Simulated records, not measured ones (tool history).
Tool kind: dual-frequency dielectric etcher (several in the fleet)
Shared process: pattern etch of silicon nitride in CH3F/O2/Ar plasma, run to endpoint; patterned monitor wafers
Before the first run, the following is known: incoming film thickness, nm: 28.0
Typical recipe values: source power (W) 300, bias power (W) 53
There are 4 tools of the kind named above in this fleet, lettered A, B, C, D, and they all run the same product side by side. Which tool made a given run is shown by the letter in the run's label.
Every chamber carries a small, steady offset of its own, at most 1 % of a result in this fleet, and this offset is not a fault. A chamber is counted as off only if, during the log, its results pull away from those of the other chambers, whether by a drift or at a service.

run   hour  source power (W)  bias power (W)  hours since the last wet clean  hours since the last source power generator calibration  hours since the last bias power generator calibration  endpoint time (s)
 1B    5.3               300              53                           291.9                                                   2590.4                                                  889.5             49.425
 2D    8.4               300              53                           148.8                                                   1463.3                                                 3144.7             50.306
 3C   13.8               300              53                           155.4                                                   1752.8                                                 2034.9             49.594
 4A   18.7               300              53                           465.1                                                    777.8                                                  240.7             50.115
 5B   24.1               300              53                           310.7                                                   2609.2                                                  908.3             49.791
 6C   28.1               300              53                           169.7                                                   1767.1                                                 2049.2             50.295
 7D   33.5               300              53                           173.9                                                   1488.4                                                 3169.8             50.270
 8A   38.2               300              53                           484.6                                                    797.3                                                  260.2             50.454
 9B   43.2               300              53                           329.8                                                   2628.3                                                  927.4             50.605
10D   48.9               300              53                           189.3                                                   1503.8                                                 3185.2             50.318
11C   52.8               300              43                           194.4                                                   1791.8                                                 2073.9             53.053
12A   57.1               300              43                           503.5                                                    816.2                                                  279.1             53.215
13D   61.5               300              43                           201.9                                                   1516.4                                                 3197.8             54.159
14B   67.8               300              43                           354.4                                                   2652.9                                                  952.0             53.286
15C   71.0               300              53                           212.6                                                   1810.0                                                 2092.1             49.904
16A   74.6               300              53                           521.0                                                    833.7                                                  296.6             49.777
17A   79.1               300              53                           525.5                                                    838.2                                                  301.1             50.134
18D   84.3               300              53                           224.7                                                   1539.2                                                 3220.6             50.358
      86.1  -- chamber A: wet clean of the chamber
19B   89.6               300              53                           376.2                                                   2674.7                                                  973.8             50.325
20C   95.8               300              53                           237.4                                                   1834.8                                                 2116.9             50.205
21D  100.6               300              53                           241.0                                                   1555.5                                                 3236.9             49.936
22C  107.0               300              53                           248.6                                                   1846.0                                                 2128.1             50.012
23B  112.8               300              53                           399.4                                                   2697.9                                                  997.0             49.550
24A  117.1               300              53                            31.0                                                    876.2                                                  339.1             49.668
25B  122.0               300              53                           408.6                                                   2707.1                                                 1006.2             50.474
26A  128.1               300              53                            42.0                                                    887.2                                                  350.1             50.619
27C  133.0               300              53                           274.6                                                   1872.0                                                 2154.1             50.298
28D  139.7               300              53                           280.1                                                   1594.6                                                 3276.0             49.965
29C  145.4               300              53                           287.0                                                   1884.4                                                 2166.5             49.939
30D  150.9               240              53                           291.3                                                   1605.8                                                 3287.2             54.991
31A  154.3               240              53                            68.2                                                    913.4                                                  376.3             54.447
32B  157.6               240              53                           444.2                                                   2742.7                                                 1041.8             54.350
33A  162.5               240              53                            76.4                                                    921.6                                                  384.5             54.440
34C  168.3               300              53                           309.9                                                   1907.3                                                 2189.4             50.472
35D  172.9               300              53                           313.3                                                   1627.8                                                 3309.2             50.310
36B  178.3               300              53                           464.9                                                   2763.4                                                 1062.5             50.565
37A  183.2               300              53                            97.1                                                    942.3                                                  405.2             50.665
38B  188.9               300              53                           475.5                                                   2774.0                                                 1073.1             50.067
39C  192.5               300              53                           334.1                                                   1931.5                                                 2213.6             49.325
40D  198.8               300              53                           339.2                                                   1653.7                                                 3335.1             50.134
41D  203.2               300              53                           343.6                                                   1658.1                                                 3339.5             50.072
42C  207.3               300              53                           348.9                                                   1946.3                                                 2228.4             49.389
43A  213.4               300              53                           127.3                                                    972.5                                                  435.4             50.536

One chamber off, gauge drift, or nothing amiss beyond the chambers' own small offsets? If it is a chamber, which one, and what is the likeliest cause?

Beyond each chamber's small constant offset nothing stands out, and the gauge stays steady.
